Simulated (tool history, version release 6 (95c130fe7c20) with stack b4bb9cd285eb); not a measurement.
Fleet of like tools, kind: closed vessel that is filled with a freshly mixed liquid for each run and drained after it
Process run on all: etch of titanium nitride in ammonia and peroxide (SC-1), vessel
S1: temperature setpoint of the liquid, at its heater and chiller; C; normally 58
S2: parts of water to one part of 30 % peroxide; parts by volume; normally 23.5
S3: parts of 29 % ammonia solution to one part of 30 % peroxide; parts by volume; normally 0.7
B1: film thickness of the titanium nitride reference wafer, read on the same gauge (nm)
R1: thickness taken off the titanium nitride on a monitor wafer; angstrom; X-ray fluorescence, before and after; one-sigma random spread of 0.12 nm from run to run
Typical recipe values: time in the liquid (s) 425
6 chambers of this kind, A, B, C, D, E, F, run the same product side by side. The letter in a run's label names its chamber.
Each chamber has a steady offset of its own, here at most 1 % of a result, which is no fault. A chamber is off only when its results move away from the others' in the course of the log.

{"run": "1D", "day": 0.217, "S1": 58, "S2": 23.5, "S3": 0.7, "time in the liquid (s)": 425, "B1": 59.996, "R1": 238.02}
{"run": "2F", "day": 0.471, "S1": 58, "S2": 23.5, "S3": 0.7, "time in the liquid (s)": 425, "B1": 60.021, "R1": 241.18}
{"run": "3E", "day": 0.738, "S1": 58, "S2": 23.5, "S3": 0.7, "time in the liquid (s)": 425, "B1": 60.007, "R1": 240.43}
{"day": 0.75, "done": "chamber C: new drum of ammonia solution connected"}
{"run": "4C", "day": 0.996, "S1": 58, "S2": 23.5, "S3": 0.7, "time in the liquid (s)": 425, "B1": 59.993, "R1": 240.78}
{"run": "5B", "day": 1.212, "S1": 58, "S2": 23.5, "S3": 0.7, "time in the liquid (s)": 425, "B1": 60.023, "R1": 241.22}
{"run": "6A", "day": 1.412, "S1": 58, "S2": 18, "S3": 0.7, "time in the liquid (s)": 550, "B1": 60.016, "R1": 358.65}
{"run": "7F", "day": 1.629, "S1": 58, "S2": 18, "S3": 0.7, "time in the liquid (s)": 550, "B1": 60.015, "R1": 363.21}
{"run": "8D", "day": 1.754, "S1": 58, "S2": 18, "S3": 0.7, "time in the liquid (s)": 550, "B1": 60.014, "R1": 357.78}
{"run": "9E", "day": 1.942, "S1": 58, "S2": 18, "S3": 0.7, "time in the liquid (s)": 550, "B1": 59.994, "R1": 359.91}
{"run": "10C", "day": 2.083, "S1": 58, "S2": 18, "S3": 0.7, "time in the liquid (s)": 550, "B1": 59.972, "R1": 360.95}
{"run": "11B", "day": 2.25, "S1": 58, "S2": 18, "S3": 0.7, "time in the liquid (s)": 550, "B1": 60, "R1": 359.93}
{"run": "12A", "day": 2.492, "S1": 58, "S2": 23.5, "S3": 0.7, "time in the liquid (s)": 425, "B1": 59.994, "R1": 238.81}
{"run": "13F", "day": 2.621, "S1": 58, "S2": 23.5, "S3": 0.7, "time in the liquid (s)": 425, "B1": 59.987, "R1": 240.44}
{"run": "14B", "day": 2.742, "S1": 58, "S2": 23.5, "S3": 0.7, "time in the liquid (s)": 425, "B1": 59.994, "R1": 239.72}
{"run": "15D", "day": 2.883, "S1": 58, "S2": 23.5, "S3": 0.7, "time in the liquid (s)": 425, "B1": 60, "R1": 240.87}
{"run": "16C", "day": 3.071, "S1": 58, "S2": 23.5, "S3": 0.7, "time in the liquid (s)": 425, "B1": 60.033, "R1": 240.87}
{"run": "17A", "day": 3.267, "S1": 58, "S2": 23.5, "S3": 0.7, "time in the liquid (s)": 425, "B1": 60.025, "R1": 238.31}
{"run": "18E", "day": 3.417, "S1": 58, "S2": 23.5, "S3": 0.7, "time in the liquid (s)": 425, "B1": 59.982, "R1": 240.61}
{"day": 3.55, "done": "chamber E: ammonia flow meter replaced"}
{"run": "19D", "day": 3.571, "S1": 58, "S2": 23.5, "S3": 0.7, "time in the liquid (s)": 425, "B1": 60.009, "R1": 242.13}
{"run": "20A", "day": 3.8, "S1": 61, "S2": 18.5, "S3": 0.7, "time in the liquid (s)": 425, "B1": 60.017, "R1": 331.25}
{"run": "21F", "day": 4.021, "S1": 61, "S2": 18.5, "S3": 0.7, "time in the liquid (s)": 425, "B1": 59.999, "R1": 337.21}
{"run": "22B", "day": 4.271, "S1": 61, "S2": 18.5, "S3": 0.7, "time in the liquid (s)": 425, "B1": 60.011, "R1": 334.89}
{"run": "23E", "day": 4.479, "S1": 61, "S2": 18.5, "S3": 0.7, "time in the liquid (s)": 425, "B1": 60.026, "R1": 337.67}
{"run": "24C", "day": 4.692, "S1": 61, "S2": 18.5, "S3": 0.7, "time in the liquid (s)": 425, "B1": 60.005, "R1": 333.09}
{"run": "25C", "day": 4.875, "S1": 61, "S2": 18.5, "S3": 0.7, "time in the liquid (s)": 425, "B1": 60.01, "R1": 329.39}
{"day": 5.004, "done": "chamber E: new drum of ammonia solution connected"}
{"run": "26A", "day": 5.004, "S1": 58, "S2": 23.5, "S3": 0.7, "time in the liquid (s)": 425, "B1": 60.011, "R1": 236.02}
{"run": "27F", "day": 5.208, "S1": 58, "S2": 23.5, "S3": 0.7, "time in the liquid (s)": 425, "B1": 60, "R1": 240.11}
{"run": "28E", "day": 5.467, "S1": 58, "S2": 23.5, "S3": 0.7, "time in the liquid (s)": 425, "B1": 59.98, "R1": 240.81}
{"run": "29D", "day": 5.604, "S1": 66.5, "S2": 23.5, "S3": 0.7, "time in the liquid (s)": 320, "B1": 59.993, "R1": 316.1}
{"run": "30B", "day": 5.85, "S1": 66.5, "S2": 23.5, "S3": 0.7, "time in the liquid (s)": 320, "B1": 60.002, "R1": 316.04}
{"run": "31B", "day": 6.121, "S1": 66.5, "S2": 23.5, "S3": 0.7, "time in the liquid (s)": 320, "B1": 60.019, "R1": 314.94}
{"run": "32D", "day": 6.262, "S1": 66.5, "S2": 23.5, "S3": 0.7, "time in the liquid (s)": 320, "B1": 60.001, "R1": 313.26}
{"run": "33E", "day": 6.454, "S1": 66.5, "S2": 23.5, "S3": 0.7, "time in the liquid (s)": 320, "B1": 59.998, "R1": 314.6}
{"run": "34F", "day": 6.692, "S1": 66.5, "S2": 23.5, "S3": 0.7, "time in the liquid (s)": 320, "B1": 59.982, "R1": 315.29}
{"run": "35A", "day": 6.95, "S1": 58, "S2": 23.5, "S3": 0.7, "time in the liquid (s)": 425, "B1": 59.985, "R1": 229.82}
{"day": 6.975, "done": "chamber C: ammonia flow meter replaced"}
{"run": "36C", "day": 7.108, "S1": 58, "S2": 23.5, "S3": 0.7, "time in the liquid (s)": 425, "B1": 60.024, "R1": 240.23}
{"run": "37C", "day": 7.362, "S1": 58, "S2": 23.5, "S3": 0.7, "time in the liquid (s)": 425, "B1": 60.002, "R1": 241.21}

Is one chamber off against the others, does the gauge drift, or is nothing wrong? If a chamber is off, say which, and what the likeliest cause is.

Chamber A drifts away from the others.
Most likely cause: liquid colder than its thermometer reads (K) = 0.632.

Chamber A could run next with any of the 4 candidate recipes listed below; each alters the usual settings, and their results appear as question marks. Which one brings its results back in line with what the other chambers deliver on the usual settings?
To be in line, a result may differ from the other chambers' mean on the usual settings by at most: R1 4.2 angstrom
{"run": "38A-1", "day": 7.562, "S1": 58, "S2": 20, "S3": 0.7, "time in the liquid (s)": 425, "R1": "?"}
{"run": "38A-2", "day": 7.562, "S1": 58, "S2": 27, "S3": 0.65, "time in the liquid (s)": 425, "R1": "?"}
{"run": "38A-3", "day": 7.562, "S1": 58.5, "S2": 23.5, "S3": 0.7, "time in the liquid (s)": 435, "R1": "?"}
{"run": "38A-4", "day": 7.562, "S1": 58, "S2": 24, "S3": 0.7, "time in the liquid (s)": 410, "R1": "?"}

The mean the other chambers reach with the usual settings: R1 240.74 angstrom
run=38A-1 R1=250.4
run=38A-2 R1=208.99
run=38A-3 R1=242.46
run=38A-4 R1=218.32
The right change is 38A-3: it brings the chamber back within the allowed miss of the others.
